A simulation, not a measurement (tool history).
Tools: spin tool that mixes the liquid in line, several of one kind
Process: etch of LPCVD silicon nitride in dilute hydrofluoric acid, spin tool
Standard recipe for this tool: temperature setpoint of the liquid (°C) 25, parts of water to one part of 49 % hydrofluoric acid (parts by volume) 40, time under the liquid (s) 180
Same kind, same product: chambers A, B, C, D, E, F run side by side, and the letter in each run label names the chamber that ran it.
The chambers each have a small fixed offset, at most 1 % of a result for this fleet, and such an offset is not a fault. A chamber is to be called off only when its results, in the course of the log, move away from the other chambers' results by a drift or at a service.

| run | hour | temperature setpoint of the liquid (°C) | parts of water to one part of 49 % hydrofluoric acid (parts by volume) | time under the liquid (s) | read-back film thickness of the LPCVD silicon nitride reference wafer, read on the same gauge (nm) | thickness taken off the LPCVD silicon nitride on a monitor wafer (nm) |
|---|---|---|---|---|---|---|
| 1F | 4.2 | 25 | 40 | 180 | 100.01 | 2.2633 |
| 2D | 9.5 | 25 | 40 | 180 | 100.01 | 2.2968 |
| 3B | 12.1 | 25 | 40 | 180 | 99.99 | 2.2807 |
| 4A | 16.9 | 25 | 40 | 180 | 99.984 | 2.3019 |
| 5E | 20.7 | 28 | 40 | 180 | 100.01 | 2.8033 |
| 6C | 23.4 | 28 | 40 | 180 | 100 | 2.8484 |
| 7E | 28.3 | 28 | 40 | 180 | 100.02 | 2.7203 |
| 8D | 31.1 | 28 | 40 | 180 | 99.991 | 2.8072 |
| 9B | 35.2 | 28 | 40 | 180 | 99.991 | 2.7396 |
| 10F | 39.2 | 28 | 40 | 180 | 100.01 | 2.733 |
| 11A | 44.6 | 25 | 40 | 180 | 100.03 | 2.2852 |
| 12C | 50 | 25 | 40 | 180 | 99.997 | 2.2523 |
| 13D | 54.8 | 25 | 20 | 280 | 100.01 | 6.6907 |
| 14A | 57.6 | 25 | 20 | 280 | 100 | 7.0228 |
| 15E | 63.1 | 25 | 20 | 280 | 99.985 | 6.9638 |
| 16F | 68.6 | 25 | 20 | 280 | 99.975 | 6.8516 |
| 17B | 73.3 | 25 | 20 | 280 | 100.02 | 6.9073 |
| 18C | 76.8 | 25 | 20 | 280 | 100.03 | 6.6619 |
| 19E | 81.9 | 25 | 40 | 180 | 100.01 | 2.2388 |
| 20A | 86.9 | 25 | 40 | 180 | 99.994 | 2.3037 |
| 21C | 91.9 | 25 | 40 | 180 | 99.976 | 2.2616 |
| 22B | 94.4 | 25 | 40 | 180 | 100.02 | 2.2284 |
| 23D | 99.9 | 25 | 40 | 180 | 100.02 | 2.13 |
| 24F | 102.8 | 25 | 40 | 180 | 100.01 | 2.2533 |
| 25B | 106.7 | 25 | 40 | 180 | 99.981 | 2.2981 |
| 26C | 109.4 | 25 | 25 | 180 | 99.975 | 3.6583 |
| 27F | 114.6 | 25 | 25 | 180 | 100.01 | 3.5412 |
| 28A | 118.6 | 25 | 25 | 180 | 99.979 | 3.6195 |
| 29D | 123.5 | 25 | 25 | 180 | 99.993 | 3.2287 |
| 30E | 129 | 25 | 25 | 180 | 100.02 | 3.6687 |
| 31E | 134.2 | 25 | 25 | 180 | 99.99 | 3.6131 |
| 32A | 137.8 | 25 | 40 | 180 | 100.04 | 2.2362 |
| 33B | 143.1 | 25 | 40 | 180 | 100.01 | 2.3247 |
| 34C | 147.6 | 25 | 40 | 180 | 100.02 | 2.2666 |
|  | 149.1 | chamber E: thermometer replaced |
| 35F | 152.1 | 25 | 40 | 180 | 99.994 | 2.2406 |
| 36D | 155.7 | 25 | 50 | 255 | 100.01 | 2.3021 |
| 37C | 159.1 | 25 | 50 | 255 | 99.999 | 2.5551 |
| 38A | 162.3 | 25 | 50 | 255 | 99.998 | 2.5838 |
| 39B | 166.8 | 25 | 50 | 255 | 100.01 | 2.5868 |
| 40E | 171.6 | 25 | 50 | 255 | 100.01 | 2.5077 |
| 41D | 175.5 | 25 | 50 | 255 | 99.997 | 2.264 |
| 42F | 181 | 25 | 40 | 180 | 99.987 | 2.3037 |

Next, every chamber runs the same settings. What will each give?
| 43A | 185 | 25 | 40 | 180 |  | ? |
| 43B | 185 | 25 | 40 | 180 |  | ? |
| 43C | 185 | 25 | 40 | 180 |  | ? |
| 43D | 185 | 25 | 40 | 180 |  | ? |
| 43E | 185 | 25 | 40 | 180 |  | ? |
| 43F | 185 | 25 | 40 | 180 |  | ? |

| run | thickness taken off the LPCVD silicon nitride on a monitor wafer (nm) |
|---|---|
| 43A | 2.3309 |
| 43B | 2.2744 |
| 43C | 2.2297 |
| 43D | 1.9612 |
| 43E | 2.2334 |
| 43F | 2.228 |

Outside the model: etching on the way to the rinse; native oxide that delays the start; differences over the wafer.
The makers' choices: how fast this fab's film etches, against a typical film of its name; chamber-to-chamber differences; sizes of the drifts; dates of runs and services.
